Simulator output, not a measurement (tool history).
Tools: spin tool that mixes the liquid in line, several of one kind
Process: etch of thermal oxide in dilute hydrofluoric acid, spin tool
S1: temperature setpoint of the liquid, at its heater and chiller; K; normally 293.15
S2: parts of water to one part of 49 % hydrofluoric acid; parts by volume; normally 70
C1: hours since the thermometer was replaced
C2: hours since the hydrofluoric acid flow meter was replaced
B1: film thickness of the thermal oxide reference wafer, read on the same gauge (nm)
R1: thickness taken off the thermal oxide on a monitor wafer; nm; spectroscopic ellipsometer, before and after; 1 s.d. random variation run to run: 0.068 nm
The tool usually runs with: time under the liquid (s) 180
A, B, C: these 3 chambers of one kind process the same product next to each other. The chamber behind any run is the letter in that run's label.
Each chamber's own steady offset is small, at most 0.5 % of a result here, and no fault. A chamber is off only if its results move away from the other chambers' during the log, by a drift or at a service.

Run 1B, day 0.508: usual settings; C1 1356.3; C2 587.8; B1 30.022. Result: R1 10.6 nm.
Run 2C, day 1.158: usual settings; C1 545.2; C2 356.3; B1 30.012. Result: R1 10.821 nm.
Run 3A, day 1.458: usual settings; C1 137.4; C2 1568; B1 30.022. Result: R1 10.598 nm.
Run 4B, day 1.917: usual settings; C1 1390.1; C2 621.6; B1 29.984. Result: R1 10.59 nm.
At day 2.067: chamber B: hydrofluoric acid flow meter replaced.
Run 5A, day 2.496: usual settings; C1 162.3; C2 1592.9; B1 29.994. Result: R1 10.496 nm.
Run 6C, day 3.079: usual settings; C1 591.3; C2 402.4; B1 29.991. Result: R1 10.709 nm.
Run 7A, day 3.542: usual settings; C1 187.4; C2 1618; B1 29.96. Result: R1 10.712 nm.
Run 8B, day 3.967: usual settings; C1 1439.3; C2 45.7; B1 30.039. Result: R1 10.53 nm.
Run 9C, day 4.492: usual settings; C1 625.2; C2 436.3; B1 29.995. Result: R1 10.642 nm.
Run 10B, day 4.979: usual settings; C1 1463.6; C2 70; B1 30.007. Result: R1 10.409 nm.
Run 11C, day 5.362: usual settings but S1 290.15 K, S2 90 parts by volume; C1 646.1; C2 457.2; B1 29.986. Result: R1 7.1049 nm.
Run 12A, day 5.8: usual settings but S1 290.15 K, S2 90 parts by volume; C1 241.6; C2 1672.2; B1 30.011. Result: R1 7.0526 nm.
Run 13C, day 6.121: usual settings but S1 290.15 K, S2 90 parts by volume; C1 664.3; C2 475.4; B1 30.013. Result: R1 7.1962 nm.
Run 14A, day 6.625: usual settings but time under the liquid (s) 235; C1 261.4; C2 1692; B1 30.03. Result: R1 13.971 nm.
Run 15B, day 6.983: usual settings but time under the liquid (s) 235; C1 1511.7; C2 118.1; B1 30.02. Result: R1 13.666 nm.
Run 16B, day 7.342: usual settings but time under the liquid (s) 235; C1 1520.3; C2 126.7; B1 29.992. Result: R1 13.607 nm.
Run 17C, day 7.679: usual settings; C1 701.7; C2 512.8; B1 30.023. Result: R1 10.677 nm.
Run 18A, day 8.304: usual settings; C1 301.7; C2 1732.3; B1 30.024. Result: R1 10.666 nm.
Run 19A, day 8.746: usual settings; C1 312.3; C2 1742.9; B1 30.006. Result: R1 10.662 nm.
Run 20C, day 9.083: usual settings but S1 290.15 K, time under the liquid (s) 235; C1 735.4; C2 546.5; B1 29.99. Result: R1 12.277 nm.
Run 21B, day 9.708: usual settings but S1 290.15 K, time under the liquid (s) 235; C1 1577.1; C2 183.5; B1 30.01. Result: R1 12.051 nm.
Run 22B, day 10.367: usual settings but S1 290.15 K, time under the liquid (s) 235; C1 1592.9; C2 199.3; B1 30.001. Result: R1 11.956 nm.
Run 23A, day 10.788: usual settings; C1 361.3; C2 1791.9; B1 29.995. Result: R1 10.532 nm.
Run 24C, day 11.204: usual settings; C1 786.3; C2 597.4; B1 29.996. Result: R1 10.686 nm.
Run 25A, day 11.65: usual settings; C1 382; C2 1812.6; B1 29.981. Result: R1 10.651 nm.
Run 26B, day 11.992: usual settings but S2 90 parts by volume, time under the liquid (s) 120; C1 1631.9; C2 238.3; B1 29.995. Result: R1 5.208 nm.
Run 27C, day 12.479: usual settings but S2 90 parts by volume, time under the liquid (s) 120; C1 816.9; C2 628; B1 29.982. Result: R1 5.3861 nm.
Run 28A, day 13.012: usual settings but S2 90 parts by volume, time under the liquid (s) 120; C1 414.7; C2 1845.3; B1 30.034. Result: R1 5.3786 nm.
Run 29C, day 13.375: usual settings; C1 838.4; C2 649.5; B1 30.028. Result: R1 10.659 nm.
Run 30B, day 13.792: usual settings; C1 1675.1; C2 281.5; B1 29.995. Result: R1 10.393 nm.
Run 31B, day 14.288: usual settings; C1 1687; C2 293.4; B1 29.995. Result: R1 10.233 nm.
Run 32A, day 14.692: usual settings; C1 455; C2 1885.6; B1 29.996. Result: R1 10.627 nm.
Run 33C, day 15.296: usual settings; C1 884.5; C2 695.6; B1 29.999. Result: R1 10.719 nm.
Run 34A, day 15.629: usual settings; C1 477.5; C2 1908.1; B1 30.002. Result: R1 10.598 nm.
Run 35B, day 16.279: usual settings; C1 1734.8; C2 341.2; B1 30.006. Result: R1 10.318 nm.
Run 36C, day 16.938: usual settings; C1 923.9; C2 735; B1 29.983. Result: R1 10.842 nm.
Run 37B, day 17.221: usual settings; C1 1757.4; C2 363.8; B1 30.024. Result: R1 10.37 nm.
Run 38C, day 17.625: usual settings; C1 940.4; C2 751.5; B1 30.02. Result: R1 10.801 nm.
Run 39A, day 17.917: usual settings; C1 532.4; C2 1963; B1 30.029. Result: R1 10.517 nm.
Run 40C, day 18.521: usual settings; C1 961.9; C2 773; B1 30.001. Result: R1 10.664 nm.
Run 41A, day 18.817: usual settings; C1 554; C2 1984.6; B1 30.011. Result: R1 10.454 nm.
Run 42B, day 19.375: usual settings; C1 1809.1; C2 415.5; B1 29.988. Result: R1 10.292 nm.

Decide between three cases: one chamber stands off from its peers, the gauge reading all wafers drifts, or nothing is wrong past each chamber's small offset. Where a chamber is off, say which and what most likely put it there.

One chamber, B, drifts off from the rest bit by bit.
Most likely cause: liquid colder than its thermometer reads (K) = 0.983.

Below are 4 candidate recipes for chamber B's next run, each the usual settings with a change, their results shown as question marks. Which of them brings B's results back in line with what the other chambers give on the usual settings?
In line here means within this much of the mean the other chambers give on the usual settings: R1 0.24 nm
Run 43B-1, day 19.854: usual settings but S1 292.15 K. Result: R1 ?.
Run 43B-2, day 19.854: usual settings but S1 293.65 K, S2 65 parts by volume. Result: R1 ?.
Run 43B-3, day 19.854: usual settings but S1 291.15 K. Result: R1 ?.
Run 43B-4, day 19.854: usual settings but S1 294.15 K. Result: R1 ?.

Other chambers, usual settings, mean: R1 10.656 nm
  run      R1
43B-1  9.8198
43B-2  11.329
43B-3  9.4128
43B-4  10.672
It is 43B-4 that realigns the chamber with its peers.

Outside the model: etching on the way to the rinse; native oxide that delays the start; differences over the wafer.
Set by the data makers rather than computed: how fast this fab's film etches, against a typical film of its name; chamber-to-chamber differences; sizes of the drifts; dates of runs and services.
